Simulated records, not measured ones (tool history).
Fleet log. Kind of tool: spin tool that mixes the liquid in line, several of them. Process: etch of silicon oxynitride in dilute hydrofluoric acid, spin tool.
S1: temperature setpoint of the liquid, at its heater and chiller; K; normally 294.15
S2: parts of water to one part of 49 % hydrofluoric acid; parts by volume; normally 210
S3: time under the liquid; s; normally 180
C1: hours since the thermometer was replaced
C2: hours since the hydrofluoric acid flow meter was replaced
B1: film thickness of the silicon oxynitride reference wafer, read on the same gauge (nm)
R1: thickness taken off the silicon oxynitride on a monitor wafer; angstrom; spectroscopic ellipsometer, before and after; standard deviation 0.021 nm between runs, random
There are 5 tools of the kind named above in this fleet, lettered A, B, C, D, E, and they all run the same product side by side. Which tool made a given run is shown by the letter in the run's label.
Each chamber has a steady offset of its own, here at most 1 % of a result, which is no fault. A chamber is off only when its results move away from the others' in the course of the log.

run,hour,S1,S2,S3,C1,C2,B1,R1
# hour 9.4: chamber C: thermometer replaced
1C,9.8,294.15,210,180,0.4,334.9,80.008,21.618
# hour 12.3: chamber E: hydrofluoric acid flow meter replaced
2A,18.5,294.15,210,180,2100.0,838.8,79.996,21.572
3E,23.9,294.15,210,180,594.1,11.6,80.002,21.384
4D,31.4,294.15,210,180,427.3,602.5,79.992,21.980
5B,40.8,294.15,210,180,552.4,1597.1,79.999,21.408
6E,49.0,294.15,210,180,619.2,36.7,79.993,21.679
7B,56.1,294.15,210,180,567.7,1612.4,80.006,21.163
8D,62.7,294.15,210,180,458.6,633.8,80.014,22.141
9C,71.7,294.15,210,180,62.3,396.8,80.013,21.310
10A,78.9,294.15,210,180,2160.4,899.2,79.986,21.313
11B,84.8,294.15,210,180,596.4,1641.1,79.982,20.869
12A,93.8,294.15,210,180,2175.3,914.1,80.011,21.674
13C,100.9,294.15,210,180,91.5,426.0,79.972,21.517
# hour 104.3: chamber C: hydrofluoric acid flow meter replaced
14D,105.3,294.15,210,180,501.2,676.4,79.984,21.391
15E,114.7,294.15,210,180,684.9,102.4,79.980,21.396
16A,119.7,294.15,210,180,2201.2,940.0,79.986,21.821
17E,124.8,294.15,210,235,695.0,112.5,79.990,27.995
18C,131.1,294.15,210,235,121.7,26.8,79.994,28.321
19D,140.8,294.15,210,235,536.7,711.9,80.012,28.200
20B,145.4,294.15,210,235,657.0,1701.7,80.011,27.548
21E,151.3,294.15,210,235,721.5,139.0,80.024,28.116
# hour 156.8: chamber A: thermometer replaced
22D,157.4,291.15,210,270,553.3,728.5,79.997,28.857
23C,164.4,291.15,210,270,155.0,60.1,79.989,28.188
24A,172.1,291.15,210,270,15.3,992.4,80.002,28.238
25B,177.5,291.15,210,270,689.1,1733.8,80.001,26.890
26E,187.4,291.15,210,270,757.6,175.1,79.970,28.301
27B,194.9,294.15,210,180,706.5,1751.2,79.983,20.146
28A,201.1,294.15,210,180,44.3,1021.4,80.004,21.663
# hour 201.2: chamber B: hydrofluoric acid flow meter replaced
29C,209.3,294.15,210,180,199.9,105.0,80.023,21.890
30D,215.1,290.15,250,180,611.0,786.2,80.003,14.891
31E,222.4,290.15,250,180,792.6,210.1,79.984,14.875
32B,228.4,290.15,250,180,740.0,27.2,80.002,13.645
33C,237.1,290.15,250,180,227.7,132.8,80.020,14.811
34A,243.6,290.15,250,180,86.8,1063.9,80.017,14.600
35D,250.7,294.15,210,180,646.6,821.8,80.008,21.875
36D,260.0,294.15,210,180,655.9,831.1,80.001,21.758
37B,268.3,294.15,210,180,779.9,67.1,80.004,20.030
38E,278.4,294.15,210,180,848.6,266.1,79.997,21.280
39A,286.5,294.15,210,180,129.7,1106.8,79.990,21.873
40C,292.7,294.15,210,180,283.3,188.4,79.990,21.419

Does one chamber stand apart from the rest, does the shared gauge drift, or is all well apart from small per-chamber offsets? Give the chamber and the most likely cause, where there is one.

Chamber B drifts away from the others.
What lies behind it: liquid colder than its thermometer reads (K) = 2.01.

Below are 4 candidate recipes for chamber B's next run, each the usual settings with a change, their results shown as question marks. Which of them brings B's results back in line with what the other chambers give on the usual settings?
In-line tolerance around the mean of the other chambers on the usual settings: R1 0.730 angstrom
41B-1,300.0,294.15,210,175,,,,?
41B-2,300.0,293.65,225,180,,,,?
41B-3,300.0,294.15,205,180,,,,?
41B-4,300.0,294.15,205,190,,,,?

Average result of the remaining chambers running the usual settings: R1 21.655 angstrom
run,R1
41B-1,19.210
41B-2,17.875
41B-3,20.299
41B-4,21.426
41B-4 is the one that brings the chamber's results back in line with the other chambers.
